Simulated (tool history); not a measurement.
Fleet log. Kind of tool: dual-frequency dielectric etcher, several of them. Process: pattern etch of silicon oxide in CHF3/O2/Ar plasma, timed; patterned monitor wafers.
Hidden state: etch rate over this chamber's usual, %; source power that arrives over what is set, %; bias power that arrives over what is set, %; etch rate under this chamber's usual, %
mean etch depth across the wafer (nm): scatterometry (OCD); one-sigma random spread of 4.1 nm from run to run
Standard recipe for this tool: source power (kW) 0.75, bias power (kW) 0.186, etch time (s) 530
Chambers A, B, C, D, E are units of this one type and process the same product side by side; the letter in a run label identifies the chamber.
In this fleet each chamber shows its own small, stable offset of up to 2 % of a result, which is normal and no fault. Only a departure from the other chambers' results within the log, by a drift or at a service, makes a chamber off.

| run | hour | source power (kW) | bias power (kW) | etch time (s) | hours since the last wet clean | hours since the last source power generator calibration | hours since the last bias power generator calibration | read-back reference wafer on the same gauge, depth_nm | mean etch depth across the wafer (nm) |
|---|---|---|---|---|---|---|---|---|---|
| 1D | 9.2 | 0.75 | 0.186 | 530 | 151.5 | 1449.8 | 1655.9 | 1100.2 | 1146.8 |
| 2E | 19.7 | 0.75 | 0.186 | 530 | 317.7 | 1856 | 2725.9 | 1099.3 | 1161 |
| 3A | 28.6 | 0.75 | 0.186 | 530 | 212 | 55.1 | 2383.7 | 1099.9 | 1141.9 |
| 4B | 35.9 | 0.75 | 0.186 | 530 | 172.9 | 2629.2 | 270 | 1100.1 | 1158 |
| 5C | 42.3 | 0.75 | 0.186 | 530 | 480.9 | 728.7 | 2379.5 | 1100.1 | 1143.1 |
| 6D | 49.8 | 0.75 | 0.186 | 530 | 192.1 | 1490.4 | 1696.5 | 1100.7 | 1135 |
| 7A | 60.1 | 0.75 | 0.186 | 530 | 243.5 | 86.6 | 2415.2 | 1100 | 1133.2 |
| 8E | 71.8 | 0.75 | 0.186 | 530 | 369.8 | 1908.1 | 2778 | 1099.8 | 1169.2 |
| 9B | 84.4 | 0.75 | 0.186 | 530 | 221.4 | 2677.7 | 318.5 | 1099.9 | 1159 |
| 10C | 94.9 | 0.62 | 0.186 | 530 | 533.5 | 781.3 | 2432.1 | 1099.4 | 1059.8 |
| 11D | 105.3 | 0.62 | 0.186 | 530 | 247.6 | 1545.9 | 1752 | 1099.7 | 1062.4 |
| 12E | 114.9 | 0.62 | 0.186 | 530 | 412.9 | 1951.2 | 2821.1 | 1099.5 | 1074.9 |
| 13C | 122.9 | 0.62 | 0.186 | 530 | 561.5 | 809.3 | 2460.1 | 1099.8 | 1060.4 |
|  | 127.3 | chamber D: source power generator calibrated |
|  | 130.9 | chamber C: wet clean of the chamber |
| 14A | 132.6 | 0.62 | 0.186 | 530 | 316 | 159.1 | 2487.7 | 1100.1 | 1065.9 |
|  | 139.5 | chamber E: wet clean of the chamber |
| 15B | 146.5 | 0.75 | 0.186 | 530 | 283.5 | 2739.8 | 380.6 | 1100.3 | 1153.9 |
| 16A | 154.1 | 0.75 | 0.207 | 530 | 337.5 | 180.6 | 2509.2 | 1100.6 | 1182.5 |
| 17D | 164 | 0.75 | 0.207 | 530 | 306.3 | 36.7 | 1810.7 | 1099.5 | 1191.2 |
| 18B | 174.5 | 0.75 | 0.207 | 530 | 311.5 | 2767.8 | 408.6 | 1100.2 | 1204.2 |
| 19E | 182.5 | 0.75 | 0.207 | 530 | 43 | 2018.8 | 2888.7 | 1100.4 | 1207.5 |
|  | 185.1 | chamber A: wet clean of the chamber |
| 20C | 193.5 | 0.75 | 0.207 | 530 | 62.6 | 879.9 | 2530.7 | 1100.4 | 1188.1 |
|  | 197.3 | chamber B: wet clean of the chamber |
| 21A | 204.1 | 0.75 | 0.186 | 530 | 19.1 | 230.6 | 2559.2 | 1100.3 | 1140.9 |
| 22C | 213.9 | 0.75 | 0.186 | 530 | 83 | 900.3 | 2551.1 | 1099.8 | 1141.5 |
|  | 221.2 | chamber C: bias power generator calibrated |
| 23B | 224.3 | 0.75 | 0.186 | 530 | 27.1 | 2817.6 | 458.4 | 1100.6 | 1150.2 |
| 24E | 236.8 | 0.75 | 0.186 | 584.5 | 97.3 | 2073.1 | 2943 | 1099.4 | 1279.7 |
| 25D | 248.5 | 0.75 | 0.186 | 584.5 | 390.8 | 121.2 | 1895.2 | 1100 | 1292.1 |
| 26C | 256 | 0.75 | 0.186 | 584.5 | 125.1 | 942.4 | 34.8 | 1099.3 | 1256.1 |
| 27A | 263.6 | 0.75 | 0.186 | 584.5 | 78.6 | 290.1 | 2618.7 | 1099.7 | 1259.4 |
| 28E | 273.7 | 0.75 | 0.186 | 584.5 | 134.2 | 2110 | 2979.9 | 1099.9 | 1279.3 |
| 29B | 281.4 | 0.75 | 0.186 | 530 | 84.2 | 2874.7 | 515.5 | 1100.4 | 1157.3 |
| 30D | 295.3 | 0.75 | 0.186 | 530 | 437.6 | 168 | 1942 | 1100.3 | 1184.9 |
| 31B | 305.3 | 0.75 | 0.186 | 530 | 108.1 | 2898.6 | 539.4 | 1100.1 | 1160.5 |
| 32D | 313.1 | 0.75 | 0.186 | 530 | 455.4 | 185.8 | 1959.8 | 1099.6 | 1190.3 |

What goes on in this fleet: one chamber off, a drifting gauge, or nothing beyond the chambers' own small offsets? Name the chamber and the cause, if any.

One chamber, D, drifts off from the rest bit by bit.
Cause: etch rate over this chamber's usual, % = 4.71.

Below are 4 candidate recipes for chamber D's next run, each the usual settings with a change, their results shown as question marks. Which of them brings D's results back in line with what the other chambers give on the usual settings?
In line here means within this much of the mean the other chambers give on the usual settings: mean etch depth across the wafer (nm) 14
| 33D-1 | 323.2 | 0.76 | 0.187 | 545 |  |  |  |  | ? |
| 33D-2 | 323.2 | 0.74 | 0.184 | 500.5 |  |  |  |  | ? |
| 33D-3 | 323.2 | 0.75 | 0.185 | 513.5 |  |  |  |  | ? |
| 33D-4 | 323.2 | 0.76 | 0.188 | 559.5 |  |  |  |  | ? |

On the usual settings, the other chambers give on average: mean etch depth across the wafer (nm) 1150.6
| run | mean etch depth across the wafer (nm) |
|---|---|
| 33D-1 | 1231.8 |
| 33D-2 | 1113.6 |
| 33D-3 | 1150.5 |
| 33D-4 | 1266.8 |
The right change is 33D-3: it brings the chamber back within the allowed miss of the others.
